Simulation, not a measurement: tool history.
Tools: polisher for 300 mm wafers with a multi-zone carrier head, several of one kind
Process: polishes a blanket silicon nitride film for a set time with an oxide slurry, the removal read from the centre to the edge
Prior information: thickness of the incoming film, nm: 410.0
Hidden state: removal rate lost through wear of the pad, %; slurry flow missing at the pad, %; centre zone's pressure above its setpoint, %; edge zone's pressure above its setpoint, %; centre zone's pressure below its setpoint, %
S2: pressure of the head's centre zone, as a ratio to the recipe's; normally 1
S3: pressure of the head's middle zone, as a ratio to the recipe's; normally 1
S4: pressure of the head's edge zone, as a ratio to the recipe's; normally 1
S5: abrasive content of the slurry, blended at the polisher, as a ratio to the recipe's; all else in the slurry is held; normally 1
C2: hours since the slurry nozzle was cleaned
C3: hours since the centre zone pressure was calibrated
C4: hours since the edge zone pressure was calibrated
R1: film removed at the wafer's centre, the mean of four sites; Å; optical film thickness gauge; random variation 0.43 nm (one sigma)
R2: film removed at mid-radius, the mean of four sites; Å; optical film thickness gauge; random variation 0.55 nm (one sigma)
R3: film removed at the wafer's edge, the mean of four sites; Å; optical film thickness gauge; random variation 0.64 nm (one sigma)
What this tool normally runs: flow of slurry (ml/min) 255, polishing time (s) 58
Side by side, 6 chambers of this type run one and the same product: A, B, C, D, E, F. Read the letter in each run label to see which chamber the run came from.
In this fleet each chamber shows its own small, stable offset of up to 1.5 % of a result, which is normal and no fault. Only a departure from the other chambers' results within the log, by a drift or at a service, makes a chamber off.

{"run": "1B", "hour": 6.6, "flow of slurry (ml/min)": 255, "S2": 1, "S3": 1, "S4": 1, "S5": 1, "polishing time (s)": 58, "wafers polished on this pad": 495, "C2": 20.3, "C3": 318.1, "C4": 357.5, "R1": 440.39, "R2": 438.53, "R3": 440.22}
{"run": "2F", "hour": 17.2, "flow of slurry (ml/min)": 255, "S2": 1, "S3": 1, "S4": 1, "S5": 1, "polishing time (s)": 58, "wafers polished on this pad": 939, "C2": 279.9, "C3": 166.7, "C4": 289.9, "R1": 429.6, "R2": 437.55, "R3": 437.33}
{"hour": 20.4, "done": "chamber A: worn pad replaced by a new one"}
{"hour": 21.6, "done": "chamber F: slurry nozzle cleaned"}
{"run": "3A", "hour": 23.5, "flow of slurry (ml/min)": 255, "S2": 1, "S3": 1, "S4": 1, "S5": 1, "polishing time (s)": 58, "wafers polished on this pad": 23, "C2": 620.4, "C3": 25.9, "C4": 605.5, "R1": 447.24, "R2": 426.51, "R3": 446.03}
{"hour": 28.5, "done": "chamber D: worn pad replaced by a new one"}
{"run": "4E", "hour": 33.1, "flow of slurry (ml/min)": 255, "S2": 1, "S3": 1, "S4": 1, "S5": 1, "polishing time (s)": 58, "wafers polished on this pad": 698, "C2": 330.9, "C3": 339.4, "C4": 336.1, "R1": 437.15, "R2": 428.26, "R3": 446.97}
{"run": "5D", "hour": 46.3, "flow of slurry (ml/min)": 255, "S2": 1, "S3": 1, "S4": 1, "S5": 1, "polishing time (s)": 58, "wafers polished on this pad": 137, "C2": 304.5, "C3": 565.1, "C4": 165.9, "R1": 439.94, "R2": 431.12, "R3": 436.28}
{"hour": 54.2, "done": "chamber F: worn pad replaced by a new one"}
{"run": "6C", "hour": 57.4, "flow of slurry (ml/min)": 255, "S2": 1, "S3": 1, "S4": 1, "S5": 1, "polishing time (s)": 58, "wafers polished on this pad": 1057, "C2": 213.5, "C3": 297.4, "C4": 410.1, "R1": 444.81, "R2": 436.09, "R3": 439.45}
{"run": "7D", "hour": 63.9, "flow of slurry (ml/min)": 255, "S2": 1, "S3": 1, "S4": 1, "S5": 1, "polishing time (s)": 58, "wafers polished on this pad": 272, "C2": 322.1, "C3": 582.7, "C4": 183.5, "R1": 442.18, "R2": 428.78, "R3": 425.8}
{"hour": 65.6, "done": "chamber C: worn pad replaced by a new one"}
{"run": "8B", "hour": 70.9, "flow of slurry (ml/min)": 255, "S2": 1, "S3": 1, "S4": 1, "S5": 1, "polishing time (s)": 58, "wafers polished on this pad": 990, "C2": 84.6, "C3": 382.4, "C4": 421.8, "R1": 434.41, "R2": 425.8, "R3": 445.01}
{"run": "9E", "hour": 81.6, "flow of slurry (ml/min)": 255, "S2": 1, "S3": 1, "S4": 1, "S5": 1, "polishing time (s)": 58, "wafers polished on this pad": 1071, "C2": 379.4, "C3": 387.9, "C4": 384.6, "R1": 439.67, "R2": 443.91, "R3": 443.13}
{"run": "10C", "hour": 89.3, "flow of slurry (ml/min)": 255, "S2": 1, "S3": 1, "S4": 1, "S5": 1, "polishing time (s)": 58, "wafers polished on this pad": 182, "C2": 245.4, "C3": 329.3, "C4": 442, "R1": 434.14, "R2": 440.54, "R3": 433.03}
{"hour": 90.5, "done": "chamber E: worn pad replaced by a new one"}
{"run": "11A", "hour": 99.2, "flow of slurry (ml/min)": 255, "S2": 1, "S3": 1, "S4": 1, "S5": 1, "polishing time (s)": 58, "wafers polished on this pad": 605, "C2": 696.1, "C3": 101.6, "C4": 681.2, "R1": 447.04, "R2": 432.76, "R3": 440.94}
{"hour": 108.8, "done": "chamber A: edge zone pressure recalibrated"}
{"run": "12F", "hour": 113.4, "flow of slurry (ml/min)": 255, "S2": 1, "S3": 1, "S4": 1, "S5": 1, "polishing time (s)": 58, "wafers polished on this pad": 455, "C2": 91.9, "C3": 262.9, "C4": 386.1, "R1": 441.09, "R2": 435.4, "R3": 440.39}
{"hour": 113.7, "done": "chamber D: slurry nozzle cleaned"}
{"hour": 115.2, "done": "chamber A: worn pad replaced by a new one"}
{"run": "13D", "hour": 120.5, "flow of slurry (ml/min)": 255, "S2": 1, "S3": 1, "S4": 1, "S5": 1, "polishing time (s)": 58, "wafers polished on this pad": 707, "C2": 6.8, "C3": 639.3, "C4": 240.1, "R1": 438.57, "R2": 445.09, "R3": 432.27}
{"hour": 125.0, "done": "chamber D: worn pad replaced by a new one"}
{"run": "14C", "hour": 129.5, "flow of slurry (ml/min)": 255, "S2": 1, "S3": 1, "S4": 1, "S5": 1, "polishing time (s)": 58, "wafers polished on this pad": 491, "C2": 285.6, "C3": 369.5, "C4": 482.2, "R1": 439.69, "R2": 434.97, "R3": 435.38}
{"run": "15F", "hour": 142.9, "flow of slurry (ml/min)": 255, "S2": 1, "S3": 1, "S4": 1, "S5": 1, "polishing time (s)": 58, "wafers polished on this pad": 681, "C2": 121.4, "C3": 292.4, "C4": 415.6, "R1": 436.85, "R2": 436.13, "R3": 434.7}
{"run": "16A", "hour": 154.9, "flow of slurry (ml/min)": 255, "S2": 1, "S3": 1, "S4": 1, "S5": 1, "polishing time (s)": 58, "wafers polished on this pad": 305, "C2": 751.8, "C3": 157.3, "C4": 46.2, "R1": 448.42, "R2": 440.71, "R3": 438.74}
{"hour": 156.8, "done": "chamber D: centre zone pressure recalibrated"}
{"run": "17B", "hour": 161.9, "flow of slurry (ml/min)": 255, "S2": 1, "S3": 1, "S4": 1, "S5": 1, "polishing time (s)": 58, "wafers polished on this pad": 1689, "C2": 175.6, "C3": 473.4, "C4": 512.8, "R1": 429.16, "R2": 427.36, "R3": 425.14}
{"run": "18E", "hour": 169.6, "flow of slurry (ml/min)": 255, "S2": 1, "S3": 1, "S4": 1, "S5": 1, "polishing time (s)": 58, "wafers polished on this pad": 608, "C2": 467.4, "C3": 475.9, "C4": 472.6, "R1": 441.98, "R2": 430.7, "R3": 441.79}
{"run": "19D", "hour": 181.2, "flow of slurry (ml/min)": 255, "S2": 1, "S3": 1, "S4": 1, "S5": 1, "polishing time (s)": 58, "wafers polished on this pad": 432, "C2": 67.5, "C3": 24.5, "C4": 300.8, "R1": 430.99, "R2": 433.19, "R3": 429.39}
{"run": "20F", "hour": 188.5, "flow of slurry (ml/min)": 255, "S2": 1, "S3": 1, "S4": 1, "S5": 1, "polishing time (s)": 58, "wafers polished on this pad": 1032, "C2": 167, "C3": 338, "C4": 461.2, "R1": 436.51, "R2": 438.91, "R3": 439.97}
{"run": "21A", "hour": 196.3, "flow of slurry (ml/min)": 255, "S2": 1, "S3": 1, "S4": 1, "S5": 1, "polishing time (s)": 58, "wafers polished on this pad": 623, "C2": 793.2, "C3": 198.7, "C4": 87.6, "R1": 437.88, "R2": 428.53, "R3": 434.89}
{"hour": 200.6, "done": "chamber A: slurry nozzle cleaned"}
{"hour": 201.1, "done": "chamber E: slurry nozzle cleaned"}
{"hour": 204.8, "done": "chamber B: slurry nozzle cleaned"}
{"run": "22B", "hour": 205.7, "flow of slurry (ml/min)": 255, "S2": 1, "S3": 1, "S4": 1, "S5": 1, "polishing time (s)": 58, "wafers polished on this pad": 2026, "C2": 0.9, "C3": 517.2, "C4": 556.6, "R1": 416.67, "R2": 417.3, "R3": 417.99}
{"hour": 212.8, "done": "chamber D: edge zone pressure recalibrated"}
{"hour": 214.7, "done": "chamber A: worn pad replaced by a new one"}
{"hour": 216.0, "done": "chamber D: worn pad replaced by a new one"}
{"run": "23E", "hour": 220.2, "flow of slurry (ml/min)": 255, "S2": 1, "S3": 1, "S4": 1, "S5": 1, "polishing time (s)": 58, "wafers polished on this pad": 997, "C2": 19.1, "C3": 526.5, "C4": 523.2, "R1": 439.72, "R2": 445.98, "R3": 433.49}
{"hour": 223.7, "done": "chamber F: worn pad replaced by a new one"}
{"hour": 225.9, "done": "chamber C: worn pad replaced by a new one"}
{"run": "24C", "hour": 227.6, "flow of slurry (ml/min)": 255, "S2": 1, "S3": 1, "S4": 1, "S5": 1, "polishing time (s)": 58, "wafers polished on this pad": 13, "C2": 383.7, "C3": 467.6, "C4": 580.3, "R1": 446.26, "R2": 428.93, "R3": 448.23}
{"hour": 228.8, "done": "chamber E: worn pad replaced by a new one"}
{"run": "25E", "hour": 238.8, "flow of slurry (ml/min)": 255, "S2": 1, "S3": 1, "S4": 1, "S5": 1, "polishing time (s)": 58, "wafers polished on this pad": 77, "C2": 37.7, "C3": 545.1, "C4": 541.8, "R1": 438.95, "R2": 440.87, "R3": 439.11}
{"hour": 250.9, "done": "chamber F: slurry nozzle cleaned"}
{"hour": 251.2, "done": "chamber E: centre zone pressure recalibrated"}
{"run": "26D", "hour": 252.0, "flow of slurry (ml/min)": 255, "S2": 1, "S3": 1, "S4": 1, "S5": 1, "polishing time (s)": 58, "wafers polished on this pad": 276, "C2": 138.3, "C3": 95.3, "C4": 39.2, "R1": 436.4, "R2": 429.35, "R3": 425.89}
{"run": "27F", "hour": 258.4, "flow of slurry (ml/min)": 255, "S2": 0.95, "S3": 1, "S4": 1, "S5": 0.8, "polishing time (s)": 58, "wafers polished on this pad": 267, "C2": 7.6, "C3": 407.9, "C4": 531.1, "R1": 373.8, "R2": 397.89, "R3": 391.82}
{"run": "28C", "hour": 268.7, "flow of slurry (ml/min)": 255, "S2": 0.95, "S3": 1, "S4": 1, "S5": 0.8, "polishing time (s)": 58, "wafers polished on this pad": 329, "C2": 424.8, "C3": 508.7, "C4": 621.4, "R1": 371.66, "R2": 390.1, "R3": 397.36}
{"run": "29A", "hour": 278.3, "flow of slurry (ml/min)": 255, "S2": 0.95, "S3": 1, "S4": 1, "S5": 0.8, "polishing time (s)": 58, "wafers polished on this pad": 489, "C2": 77.8, "C3": 280.7, "C4": 169.6, "R1": 375.79, "R2": 389.33, "R3": 397.95}
{"run": "30B", "hour": 286.1, "flow of slurry (ml/min)": 255, "S2": 0.95, "S3": 1, "S4": 1, "S5": 0.8, "polishing time (s)": 58, "wafers polished on this pad": 2643, "C2": 81.3, "C3": 597.6, "C4": 637, "R1": 348.89, "R2": 371.79, "R3": 361.15}
{"hour": 286.8, "done": "chamber C: edge zone pressure recalibrated"}
{"run": "31E", "hour": 299.0, "flow of slurry (ml/min)": 255, "S2": 0.95, "S3": 1, "S4": 1, "S5": 0.8, "polishing time (s)": 58, "wafers polished on this pad": 540, "C2": 97.9, "C3": 47.9, "C4": 602, "R1": 376.71, "R2": 394.86, "R3": 389.69}
{"hour": 301.4, "done": "chamber D: worn pad replaced by a new one"}
{"run": "32A", "hour": 306.6, "flow of slurry (ml/min)": 255, "S2": 0.95, "S3": 1, "S4": 1, "S5": 0.8, "polishing time (s)": 58, "wafers polished on this pad": 707, "C2": 106.1, "C3": 309, "C4": 197.9, "R1": 373.06, "R2": 388.83, "R3": 388.37}
{"run": "33F", "hour": 314.0, "flow of slurry (ml/min)": 255, "S2": 1, "S3": 1, "S4": 1, "S5": 1, "polishing time (s)": 58, "wafers polished on this pad": 694, "C2": 63.2, "C3": 463.5, "C4": 586.7, "R1": 429.45, "R2": 441.37, "R3": 448.52}
{"run": "34B", "hour": 325.2, "flow of slurry (ml/min)": 220, "S2": 1, "S3": 1, "S4": 0.94, "S5": 1, "polishing time (s)": 58, "wafers polished on this pad": 2944, "C2": 120.4, "C3": 636.7, "C4": 676.1, "R1": 402.45, "R2": 396.03, "R3": 387.29}
{"run": "35C", "hour": 333.1, "flow of slurry (ml/min)": 220, "S2": 1, "S3": 1, "S4": 0.94, "S5": 1, "polishing time (s)": 58, "wafers polished on this pad": 824, "C2": 489.2, "C3": 573.1, "C4": 46.3, "R1": 431.78, "R2": 427.77, "R3": 421.32}
{"run": "36D", "hour": 346.3, "flow of slurry (ml/min)": 220, "S2": 1, "S3": 1, "S4": 0.94, "S5": 1, "polishing time (s)": 58, "wafers polished on this pad": 345, "C2": 232.6, "C3": 189.6, "C4": 133.5, "R1": 432.09, "R2": 427.23, "R3": 399.64}
{"run": "37E", "hour": 355.0, "flow of slurry (ml/min)": 220, "S2": 1, "S3": 1, "S4": 0.94, "S5": 1, "polishing time (s)": 58, "wafers polished on this pad": 970, "C2": 153.9, "C3": 103.9, "C4": 658, "R1": 429.03, "R2": 436.42, "R3": 423.54}

Has any chamber moved away from the others, gradually or after a service, or does the common gauge drift, or do the chambers differ only by their own small steady offsets? State the chamber and the most likely cause if one applies.

Little by little, chamber B moves away from the other chambers.
Most likely cause: removal rate lost through wear of the pad, % = 8.53.

Which of the 4 candidates below, each the usual settings with something changed and its results left as question marks, puts chamber B back in line with what the other chambers give on the usual settings?
In-line tolerance around the mean of the other chambers on the usual settings: R1 15 Å; R2 19 Å; R3 23 Å
{"run": "38B-1", "hour": 365.4, "flow of slurry (ml/min)": 255, "S2": 1, "S3": 1, "S4": 1, "S5": 0.95, "polishing time (s)": 54, "R1": "?", "R2": "?", "R3": "?"}
{"run": "38B-2", "hour": 365.4, "flow of slurry (ml/min)": 255, "S2": 1, "S3": 1, "S4": 1.01, "S5": 1.05, "polishing time (s)": 63, "R1": "?", "R2": "?", "R3": "?"}
{"run": "38B-3", "hour": 365.4, "flow of slurry (ml/min)": 250, "S2": 1, "S3": 1, "S4": 0.99, "S5": 0.95, "polishing time (s)": 50, "R1": "?", "R2": "?", "R3": "?"}
{"run": "38B-4", "hour": 365.4, "flow of slurry (ml/min)": 260, "S2": 1, "S3": 1, "S4": 1.01, "S5": 1.05, "polishing time (s)": 66, "R1": "?", "R2": "?", "R3": "?"}

The mean the other chambers reach with the usual settings: R1 438.59 Å; R2 437.16 Å; R3 439.09 Å
run=38B-1 R1=362.33 R2=360.23 R3=360.92
run=38B-2 R1=442.14 R2=439.58 R3=442.7
run=38B-3 R1=334.62 R2=332.77 R3=331.87
run=38B-4 R1=464.36 R2=461.55 R3=464.57
38B-2 brings the chamber back in line.
